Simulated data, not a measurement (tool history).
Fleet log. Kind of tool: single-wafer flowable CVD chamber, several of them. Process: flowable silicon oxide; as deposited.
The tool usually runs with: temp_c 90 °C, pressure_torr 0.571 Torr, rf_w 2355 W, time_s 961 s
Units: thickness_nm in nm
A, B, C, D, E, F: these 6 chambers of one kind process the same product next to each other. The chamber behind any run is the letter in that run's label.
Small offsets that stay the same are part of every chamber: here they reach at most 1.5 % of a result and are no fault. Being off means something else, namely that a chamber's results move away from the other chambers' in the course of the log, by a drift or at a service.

| run | hour | temp_c | pressure_torr | rf_w | time_s | read-back reference wafer on the same gauge, thickness_nm | thickness_nm |
|---|---|---|---|---|---|---|---|
|  | 4.7 | chamber B: capacitance manometer re-zeroed and calibrated |
| 1D | 12.2 | 90 | 0.571 | 2355 | 961 | 625.26 | 532.61 |
| 2A | 23 | 90 | 0.571 | 2355 | 961 | 625 | 529.88 |
| 3F | 37.2 | 90 | 0.571 | 2355 | 961 | 625.39 | 520.56 |
| 4E | 44.9 | 90 | 0.571 | 2355 | 961 | 624.91 | 527.06 |
|  | 48.9 | chamber E: RF generator calibrated |
| 5B | 58.8 | 90 | 0.571 | 2355 | 961 | 625.09 | 531.81 |
| 6C | 74.7 | 90 | 0.571 | 2355 | 961 | 625.04 | 534.23 |
| 7F | 88.6 | 90 | 0.664 | 2355 | 895 | 625.12 | 600.8 |
|  | 100.8 | chamber D: RF generator calibrated |
| 8C | 104.6 | 90 | 0.664 | 2355 | 895 | 624.57 | 611.8 |
| 9D | 118.7 | 90 | 0.664 | 2355 | 895 | 624.68 | 607.56 |
| 10B | 126.4 | 90 | 0.664 | 2355 | 895 | 624.59 | 613.6 |
| 11A | 135 | 90 | 0.664 | 2355 | 895 | 624.62 | 612.19 |
| 12E | 147.4 | 90 | 0.664 | 2355 | 895 | 625.49 | 606.49 |
| 13A | 159.1 | 90 | 0.571 | 2355 | 961 | 625.34 | 531.55 |
| 14B | 173.9 | 90 | 0.571 | 2355 | 961 | 625 | 531.12 |
| 15C | 184.6 | 90 | 0.571 | 2355 | 961 | 625.03 | 534.56 |
| 16E | 198.6 | 90 | 0.571 | 2355 | 961 | 624.6 | 524.08 |
| 17D | 211.2 | 90 | 0.571 | 2355 | 961 | 624.92 | 534.37 |
| 18F | 226.1 | 90 | 0.467 | 2355 | 961 | 624.88 | 392.29 |
| 19F | 239.8 | 90 | 0.467 | 2355 | 961 | 625.19 | 390.62 |
|  | 243.2 | chamber D: capacitance manometer re-zeroed and calibrated |
| 20D | 248.4 | 90 | 0.467 | 2355 | 961 | 625 | 402.36 |
| 21C | 262.7 | 90 | 0.467 | 2355 | 961 | 624.69 | 401.66 |
|  | 263.3 | chamber B: RF generator calibrated |
| 22A | 273.1 | 90 | 0.467 | 2355 | 961 | 624.67 | 397.7 |
| 23B | 280.1 | 90 | 0.467 | 2355 | 961 | 624.76 | 397.99 |
| 24E | 288.6 | 90 | 0.432 | 2355 | 839 | 624.43 | 308.07 |
|  | 292.7 | chamber B: thermocouple changed; heater temperature recalibrated |
| 25C | 298.7 | 90 | 0.432 | 2355 | 839 | 625.17 | 313.06 |
| 26E | 308.7 | 90 | 0.432 | 2355 | 839 | 624.62 | 304.77 |
| 27F | 322.6 | 90 | 0.432 | 2355 | 839 | 625.15 | 305.15 |
| 28D | 336.3 | 90 | 0.432 | 2355 | 839 | 624.82 | 312.32 |
| 29A | 346.1 | 90 | 0.432 | 2355 | 839 | 625.5 | 307.97 |
| 30B | 359.1 | 90 | 0.571 | 2355 | 961 | 625.17 | 556.41 |
| 31D | 371.7 | 90 | 0.571 | 2355 | 891 | 625.06 | 494.42 |
| 32A | 381.2 | 90 | 0.571 | 2355 | 891 | 625.16 | 492.61 |
| 33C | 390.9 | 90 | 0.571 | 2355 | 891 | 624.83 | 496.65 |
|  | 395.4 | chamber E: capacitance manometer re-zeroed and calibrated |
| 34E | 404.7 | 90 | 0.571 | 2355 | 891 | 625.42 | 493.15 |
| 35F | 413 | 90 | 0.571 | 2355 | 891 | 624.56 | 481.96 |
| 36B | 427.9 | 90 | 0.571 | 2355 | 891 | 624.8 | 513.42 |
| 37B | 438.7 | 90 | 0.571 | 2355 | 961 | 625.32 | 552.62 |
| 38C | 450.1 | 90 | 0.571 | 2355 | 961 | 625.27 | 533.67 |
| 39D | 462.7 | 90 | 0.571 | 2355 | 961 | 624.78 | 532.47 |
| 40A | 471.8 | 90 | 0.571 | 2355 | 961 | 624.63 | 528.94 |
| 41E | 484.6 | 90 | 0.571 | 2355 | 961 | 625.55 | 529.98 |
| 42F | 499.2 | 90 | 0.571 | 2355 | 961 | 624.76 | 522.6 |
| 43B | 512.6 | 90 | 0.571 | 2355 | 961 | 624.45 | 554.94 |

All chambers now run identical settings, listed one chamber a line with results as question marks. What results will each chamber show?
| 44A | 524.1 | 90 | 0.571 | 2355 | 961 |  | ? |
| 44B | 524.1 | 90 | 0.571 | 2355 | 961 |  | ? |
| 44C | 524.1 | 90 | 0.571 | 2355 | 961 |  | ? |
| 44D | 524.1 | 90 | 0.571 | 2355 | 961 |  | ? |
| 44E | 524.1 | 90 | 0.571 | 2355 | 961 |  | ? |
| 44F | 524.1 | 90 | 0.571 | 2355 | 961 |  | ? |

| run | thickness_nm |
|---|---|
| 44A | 529.21 |
| 44B | 553.16 |
| 44C | 533.39 |
| 44D | 536.03 |
| 44E | 525.09 |
| 44F | 520.48 |
